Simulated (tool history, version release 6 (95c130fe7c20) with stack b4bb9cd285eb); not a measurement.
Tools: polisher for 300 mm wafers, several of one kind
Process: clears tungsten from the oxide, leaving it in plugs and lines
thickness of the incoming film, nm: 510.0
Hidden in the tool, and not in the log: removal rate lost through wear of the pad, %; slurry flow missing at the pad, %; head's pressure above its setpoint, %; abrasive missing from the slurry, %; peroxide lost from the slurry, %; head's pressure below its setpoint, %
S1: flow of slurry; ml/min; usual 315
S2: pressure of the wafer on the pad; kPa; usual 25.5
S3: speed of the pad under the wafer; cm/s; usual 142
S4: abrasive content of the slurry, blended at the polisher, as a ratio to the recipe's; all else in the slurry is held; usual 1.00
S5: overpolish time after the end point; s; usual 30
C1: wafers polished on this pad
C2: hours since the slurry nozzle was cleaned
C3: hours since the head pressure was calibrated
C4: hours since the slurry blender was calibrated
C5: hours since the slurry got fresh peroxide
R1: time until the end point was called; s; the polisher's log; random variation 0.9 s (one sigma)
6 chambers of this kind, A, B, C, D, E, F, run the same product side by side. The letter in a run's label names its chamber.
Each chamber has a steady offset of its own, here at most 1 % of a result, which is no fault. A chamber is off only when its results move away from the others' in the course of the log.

run   hour   S1    S2   S3    S4  S5    C1     C2     C3     C4     C5      R1
 1F    4.5  315  25.5  142  1.00  30  1297  294.0  395.4   68.1   74.1  80.140
       4.9  -- chamber B: slurry nozzle cleaned
       6.4  -- chamber C: worn pad replaced by a new one
 2B    8.7  315  25.5  142  1.00  30   373    3.9   77.5   34.7  140.6  81.039
       9.8  -- chamber C: slurry tank refilled with fresh slurry and peroxide
 3A   11.8  315  25.5  142  1.00  30  1094  229.1  610.4  196.8  175.4  80.612
      13.5  -- chamber A: worn pad replaced by a new one
      15.0  -- chamber E: worn pad replaced by a new one
 4D   15.5  315  25.5  142  1.00  30   784  217.7  400.6   55.7   26.8  81.949
      19.8  -- chamber B: slurry tank refilled with fresh slurry and peroxide
 5C   20.2  315  25.5  142  1.00  30   147  668.5   88.6  157.6   10.5  80.492
      22.7  -- chamber F: worn pad replaced by a new one
 6E   24.8  315  25.5  142  1.00  30   104  358.2  761.5  180.3   53.9  79.386
 7E   29.6  315  25.5  142  1.00  30   155  363.0  766.3  185.1   58.7  81.462
      30.0  -- chamber A: slurry nozzle cleaned
      31.8  -- chamber A: slurry tank refilled with fresh slurry and peroxide
 8C   33.0  395  25.5  142  0.80  30   283  681.3  101.4  170.4   23.3  82.718
 9A   35.8  395  25.5  142  0.80  30   237    5.9  634.4  220.8    4.1  82.841
10B   38.9  395  25.5  142  0.80  30   694   34.1  107.7   64.9   19.2  84.594
      40.0  -- chamber D: worn pad replaced by a new one
11F   41.8  395  25.5  142  0.80  30   203  331.3  432.7  105.4  111.4  81.723
12D   44.4  395  25.5  142  0.80  30    46  246.6  429.5   84.6   55.7  83.460
13E   46.8  395  25.5  142  0.80  30   338  380.2  783.5  202.3   75.9  83.821
14B   50.2  315  29.0  184  1.00  30   814   45.4  119.0   76.2   30.5  56.031
      50.3  -- chamber E: slurry tank refilled with fresh slurry and peroxide
      52.4  -- chamber C: slurry nozzle cleaned
15C   55.4  315  29.0  184  1.00  30   521    3.1  123.8  192.8   45.7  54.536
      56.4  -- chamber C: slurry tank refilled with fresh slurry and peroxide
16A   58.3  315  29.0  184  1.00  30   476   28.4  656.9  243.3   26.6  55.688
17F   61.6  315  29.0  184  1.00  30   414  351.1  452.5  125.2  131.2  54.811
18D   66.2  315  29.0  184  1.00  30   278  268.4  451.3  106.4   77.5  55.109
      67.9  -- chamber F: slurry blender recalibrated
      68.9  -- chamber B: worn pad replaced by a new one
19C   70.5  315  29.0  184  1.00  30   682   18.2  138.9  207.9   14.2  54.280
      72.2  -- chamber F: head pressure recalibrated
      72.6  -- chamber C: slurry blender recalibrated
20B   73.4  315  25.5  142  1.10  30    48   68.6  142.2   99.4   53.7  79.776
21A   78.8  315  25.5  142  1.10  30   694   48.9  677.4  263.8   47.1  78.985
      79.0  -- chamber A: slurry blender recalibrated
22F   84.1  315  25.5  142  1.10  30   653  373.6   12.0   16.2  153.7  88.699
      88.3  -- chamber E: slurry nozzle cleaned
23E   89.2  315  25.5  142  1.10  30   788    1.0  825.9  244.7   39.0  78.492
24D   93.4  315  25.5  142  1.10  30   567  295.6  478.5  133.6  104.7  76.756
25A   97.1  315  25.5  142  1.10  30   888   67.2  695.7   18.2   65.4  78.084
26E  100.5  315  25.5  142  1.00  30   908   12.3  837.2  256.0   50.3  79.571
     103.3  -- chamber F: slurry nozzle cleaned
27F  105.7  315  25.5  142  0.75  39   882    2.4   33.6   37.8  175.3  96.447
     106.3  -- chamber E: worn pad replaced by a new one
28B  108.7  315  25.5  142  0.75  39   423  103.9  177.5  134.7   89.0  88.089
29C  111.3  315  25.5  142  0.75  39  1115   59.0  179.7   38.7   55.0  85.169
     113.8  -- chamber E: slurry blender recalibrated
     115.3  -- chamber C: slurry tank refilled with fresh slurry and peroxide
30D  116.4  315  25.5  142  0.75  39   812  318.6  501.5  156.6  127.7  84.873
31B  119.1  315  25.5  142  0.75  39   534  114.3  187.9  145.1   99.4  86.630
     119.5  -- chamber A: worn pad replaced by a new one
     119.9  -- chamber A: head pressure recalibrated
32C  122.6  315  25.5  142  0.75  39  1235   70.3  191.0   50.0    7.3  87.887
33E  125.9  315  25.5  142  1.00  30   208   37.7  862.6   12.1   75.7  79.980
     128.7  -- chamber E: slurry tank refilled with fresh slurry and peroxide
34D  129.9  315  25.5  142  1.00  30   955  332.1  515.0  170.1  141.2  80.736
     130.4  -- chamber D: worn pad replaced by a new one
35A  134.8  315  25.5  142  1.00  30   163  104.9   15.0   55.9  103.1  82.422
36F  138.8  315  25.5  190  1.00  30  1234   35.5   66.7   70.9  208.4  66.977
37D  142.3  315  25.5  190  1.00  30   127  344.5  527.4  182.5  153.6  60.565
     146.8  -- chamber C: worn pad replaced by a new one
38C  147.5  315  25.5  190  1.00  30     8   95.2  215.9   74.9   32.2  60.191
39A  152.6  315  25.5  190  1.00  30   352  122.7   32.8   73.7  120.9  60.722
40B  158.0  315  25.5  190  1.00  30   947  153.2  226.8  184.0  138.3  61.591
41E  160.9  315  25.5  190  1.00  30   580   72.7  897.6   47.1   32.2  59.487

Is one chamber off against the others, does the gauge drift, or is nothing wrong? If a chamber is off, say which, and what the likeliest cause is.

A service left chamber F off against the others.
Cause: head's pressure below its setpoint, % = 10.5.

Here are 4 candidates for chamber F's next run, each the usual settings with a change, their results left as question marks. Which one brings its results back in line with what the others give on the usual settings?
In line means no further than this from the other chambers' mean on the usual settings: R1 3.100 s
42F-1  164.8  315  24.8  140  1.00  30                       ?
42F-2  164.8  315  26.2  144  1.00  30                       ?
42F-3  164.8  315  25.5  156  1.00  30                       ?
42F-4  164.8  315  25.5  128  1.00  30                       ?

The other chambers' mean on the usual settings: R1 80.740 s
  run      R1
42F-1  93.303
42F-2  86.004
42F-3  81.494
42F-4  99.346
42F-3 brings the chamber back in line.
